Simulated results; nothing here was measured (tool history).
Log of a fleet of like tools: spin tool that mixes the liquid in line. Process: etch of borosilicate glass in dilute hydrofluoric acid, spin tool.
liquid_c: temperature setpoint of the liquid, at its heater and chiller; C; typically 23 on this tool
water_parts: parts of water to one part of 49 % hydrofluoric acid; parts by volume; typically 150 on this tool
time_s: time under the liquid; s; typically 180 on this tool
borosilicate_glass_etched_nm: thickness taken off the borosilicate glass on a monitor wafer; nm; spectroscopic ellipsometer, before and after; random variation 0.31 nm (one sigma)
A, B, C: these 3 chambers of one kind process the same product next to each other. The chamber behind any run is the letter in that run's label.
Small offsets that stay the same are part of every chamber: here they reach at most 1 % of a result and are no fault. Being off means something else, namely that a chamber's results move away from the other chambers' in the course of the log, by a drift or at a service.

run   hour  liquid_c  water_parts  time_s  hours since the thermometer was replaced  hours since the hydrofluoric acid flow meter was replaced  read-back film thickness of the borosilicate glass reference wafer, read on the same gauge (nm)  borosilicate_glass_etched_nm
 1A    7.1        23          150     180                                      82.5                                                     1001.7                                                                                           80.012                        40.586
 2B   11.9        23          150     180                                     132.9                                                      556.4                                                                                           80.002                        40.406
 3C   20.9        23          150     180                                    1324.3                                                     1079.9                                                                                           79.999                        41.335
 4A   25.7        23          150     180                                     101.1                                                     1020.3                                                                                           80.002                        40.594
 5C     35        23          150     180                                    1338.4                                                       1094                                                                                           80.011                         40.67
 6B   45.4        23          150     180                                     166.4                                                      589.9                                                                                           80.043                        40.128
 7B   52.6        23          150     180                                     173.6                                                      597.1                                                                                           80.017                         40.24
 8A   59.5        23          150     180                                     134.9                                                     1054.1                                                                                           80.005                        40.834
 9C   68.9        23          150     180                                    1372.3                                                     1127.9                                                                                           80.003                        41.199
10C   78.4        23          150     180                                    1381.8                                                     1137.4                                                                                           80.006                        40.579
11B   83.4        23          150     180                                     204.4                                                      627.9                                                                                           80.012                        40.583
12A   88.5        23          150     180                                     163.9                                                     1083.1                                                                                           79.957                        40.848
13C   93.2        23          150     180                                    1396.6                                                     1152.2                                                                                            80.01                        40.529
14B    101        23          150     180                                       222                                                      645.5                                                                                           79.956                        40.357
15A  108.1        23          150     180                                     183.5                                                     1102.7                                                                                           79.975                        41.347
16A    113        23          150     180                                     188.4                                                     1107.6                                                                                            79.98                        40.941
17C  120.6      20.5          115     180                                      1424                                                     1179.6                                                                                           79.965                        50.129
18B  126.3      20.5          115     180                                     247.3                                                      670.8                                                                                           79.991                         49.96
19B  136.2      20.5          115     180                                     257.2                                                      680.7                                                                                           79.967                        49.433
20A  143.2        23          150     180                                     218.6                                                     1137.8                                                                                           79.983                        40.921
21C  153.1        23          175     180                                    1456.5                                                     1212.1                                                                                           80.016                        34.034
22C  161.7        23          175     180                                    1465.1                                                     1220.7                                                                                           79.969                        34.197
23A  166.5        23          175     180                                     241.9                                                     1161.1                                                                                           79.956                        34.163
24B  172.6        23          150     180                                     293.6                                                      717.1                                                                                           80.029                        40.373
25A  182.9        23          150     180                                     258.3                                                     1177.5                                                                                           80.027                        40.982
26C  193.6        23          150     180                                      1497                                                     1252.6                                                                                           80.021                         40.86
27B  203.5        23          150     180                                     324.5                                                        748                                                                                           79.987                        40.198
28A  208.5        23          150     180                                     283.9                                                     1203.1                                                                                            79.98                        40.774
29B  216.3        23          150     180                                     337.3                                                      760.8                                                                                           79.991                        39.904
30C  223.4        23          150     180                                    1526.8                                                     1282.4                                                                                           79.987                        40.655
31A  228.5        23          150     180                                     303.9                                                     1223.1                                                                                           80.041                        41.016
32C  236.5        23          150     180                                    1539.9                                                     1295.5                                                                                           80.019                        40.849
33B  244.5        23          150     180                                     365.5                                                        789                                                                                           79.979                        40.039
34B  251.6        23          150     180                                     372.6                                                      796.1                                                                                           80.024                        40.554
35A    258        23          150     180                                     333.4                                                     1252.6                                                                                           80.051                        41.566

Which is it: a chamber that has drifted or been left off by a service, a gauge drift common to all chambers, or only each chamber's usual small offset? If a chamber is off, name it and its likeliest cause.

No chamber is off and the gauge is stable; the differences are just each chamber's small, constant offset.

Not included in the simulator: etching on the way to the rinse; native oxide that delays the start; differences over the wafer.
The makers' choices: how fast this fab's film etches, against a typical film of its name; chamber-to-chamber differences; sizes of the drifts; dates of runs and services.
